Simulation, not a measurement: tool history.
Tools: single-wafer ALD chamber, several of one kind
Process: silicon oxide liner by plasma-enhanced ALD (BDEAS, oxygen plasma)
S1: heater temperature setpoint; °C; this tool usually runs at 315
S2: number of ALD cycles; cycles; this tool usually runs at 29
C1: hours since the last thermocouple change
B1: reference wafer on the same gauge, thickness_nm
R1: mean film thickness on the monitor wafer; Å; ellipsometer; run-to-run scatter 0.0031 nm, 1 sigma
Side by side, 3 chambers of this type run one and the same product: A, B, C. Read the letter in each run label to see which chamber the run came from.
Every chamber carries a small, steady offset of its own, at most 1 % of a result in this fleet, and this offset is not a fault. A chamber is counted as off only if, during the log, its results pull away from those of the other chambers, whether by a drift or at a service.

run	hour	S1	S2	C1	B1	R1
1B	2.5	315	29	1037.9	2.1596	26.269
2A	7.1	315	29	690.3	2.1591	26.226
3C	11.3	315	29	140.1	2.1581	26.556
4A	15.4	315	29	698.6	2.1582	26.264
5B	19.3	315	29	1054.7	2.1576	26.303
6C	21.8	315	29	150.6	2.1578	26.577
7B	25.8	315	29	1061.2	2.1569	26.278
8A	29.4	315	29	712.6	2.156	26.215
9C	33.6	315	29	162.4	2.156	26.566
10B	35.8	315	29	1071.2	2.1558	26.198
11C	38.4	315	29	167.2	2.1554	26.542
12A	42.6	315	29	725.8	2.1561	26.179
13C	45.1	315	29	173.9	2.1559	26.516
14B	49.1	315	29	1084.5	2.1542	26.245
15A	53	315	29	736.2	2.1545	26.195
16B	57.6	315	29	1093	2.1538	26.23
17C	61.5	315	29	190.3	2.1537	26.464
18A	64.1	315	29	747.3	2.1533	26.136
19C	67.1	315	29	195.9	2.1523	26.382
20A	69.4	315	29	752.6	2.1532	26.22
21B	73.9	315	29	1109.3	2.152	26.255
22C	77.2	315	29	206	2.1515	26.421
23B	79.8	315	29	1115.2	2.1515	26.211
24A	83.4	315	34	766.6	2.1509	30.647
25B	87.5	315	34	1122.9	2.1509	30.755
26C	91.4	315	34	220.2	2.1505	30.925
27A	94.1	321	29	777.3	2.1497	25.951

All 3 chambers run these settings next. Forecast each chamber's results:
28A	97.4	315	29			?
28B	97.4	315	29			?
28C	97.4	315	29			?

run	R1
28A	26.146
28B	26.135
28C	26.397

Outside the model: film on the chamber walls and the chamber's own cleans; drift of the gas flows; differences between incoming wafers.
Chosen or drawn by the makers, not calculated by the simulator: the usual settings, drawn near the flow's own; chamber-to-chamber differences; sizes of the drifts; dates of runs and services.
